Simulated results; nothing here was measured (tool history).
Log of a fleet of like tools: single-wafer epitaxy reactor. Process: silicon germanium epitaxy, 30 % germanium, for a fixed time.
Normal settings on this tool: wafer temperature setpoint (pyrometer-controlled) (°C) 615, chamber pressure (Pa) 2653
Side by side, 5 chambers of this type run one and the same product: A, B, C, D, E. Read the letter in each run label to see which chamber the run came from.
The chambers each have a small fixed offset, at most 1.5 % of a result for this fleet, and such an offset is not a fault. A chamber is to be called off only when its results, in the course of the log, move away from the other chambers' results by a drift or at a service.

run	day	wafer temperature setpoint (pyrometer-controlled) (°C)	chamber pressure (Pa)	read-back reference wafer on the same gauge, thickness_nm	mean film thickness on the monitor wafer (angstrom)
1E	0.133	615	2653	84.464	769.16
2D	0.275	615	2653	84.489	770.67
3C	0.438	615	2653	84.477	779.42
4A	0.55	615	2653	84.535	769.52
5B	0.654	615	3253	84.499	827.46
6D	0.838	615	3253	84.518	842.35
7E	1.017	615	3253	84.418	836
8C	1.117	615	3253	84.545	844.3
9B	1.25	615	3253	84.523	831.91
10A	1.342	615	2653	84.456	764.7
# day 1.454: chamber E: capacitance manometer re-zeroed and calibrated
11E	1.483	615	2653	84.461	773.37
12D	1.596	615	2653	84.582	765.63
13C	1.721	615	2653	84.584	784.48
14A	1.904	615	2653	84.501	771.78
15B	2.083	615	2653	84.544	755.45
16D	2.188	615	2653	84.44	769.05
17C	2.342	615	2653	84.517	788.57
18B	2.446	615	2653	84.602	753.9
19E	2.571	615	2653	84.379	789.58
20A	2.725	615	2653	84.473	766.18
21D	2.871	615	2653	84.501	759.98
22A	2.988	615	2653	84.549	766.79
23E	3.167	615	2653	84.531	789.63
24B	3.296	615	2653	84.533	760.89
25C	3.4	615	2653	84.452	783.44
26A	3.525	615	2653	84.535	764.24
27E	3.692	615	2653	84.586	802.21
28B	3.821	615	2653	84.65	756.56
29C	3.992	615	2653	84.563	781.77
30D	4.088	615	2653	84.573	770.42
31D	4.242	606	2653	84.601	654.82
32C	4.354	606	2653	84.493	661.97

Next, all 5 chambers run the settings below, one line each with question marks for the results. What does each chamber give?
33A	4.488	615	2653		?
33B	4.488	615	2653		?
33C	4.488	615	2653		?
33D	4.488	615	2653		?
33E	4.488	615	2653		?

run	mean film thickness on the monitor wafer (angstrom)
33A	760.9
33B	761.95
33C	771.05
33D	762.27
33E	809.3

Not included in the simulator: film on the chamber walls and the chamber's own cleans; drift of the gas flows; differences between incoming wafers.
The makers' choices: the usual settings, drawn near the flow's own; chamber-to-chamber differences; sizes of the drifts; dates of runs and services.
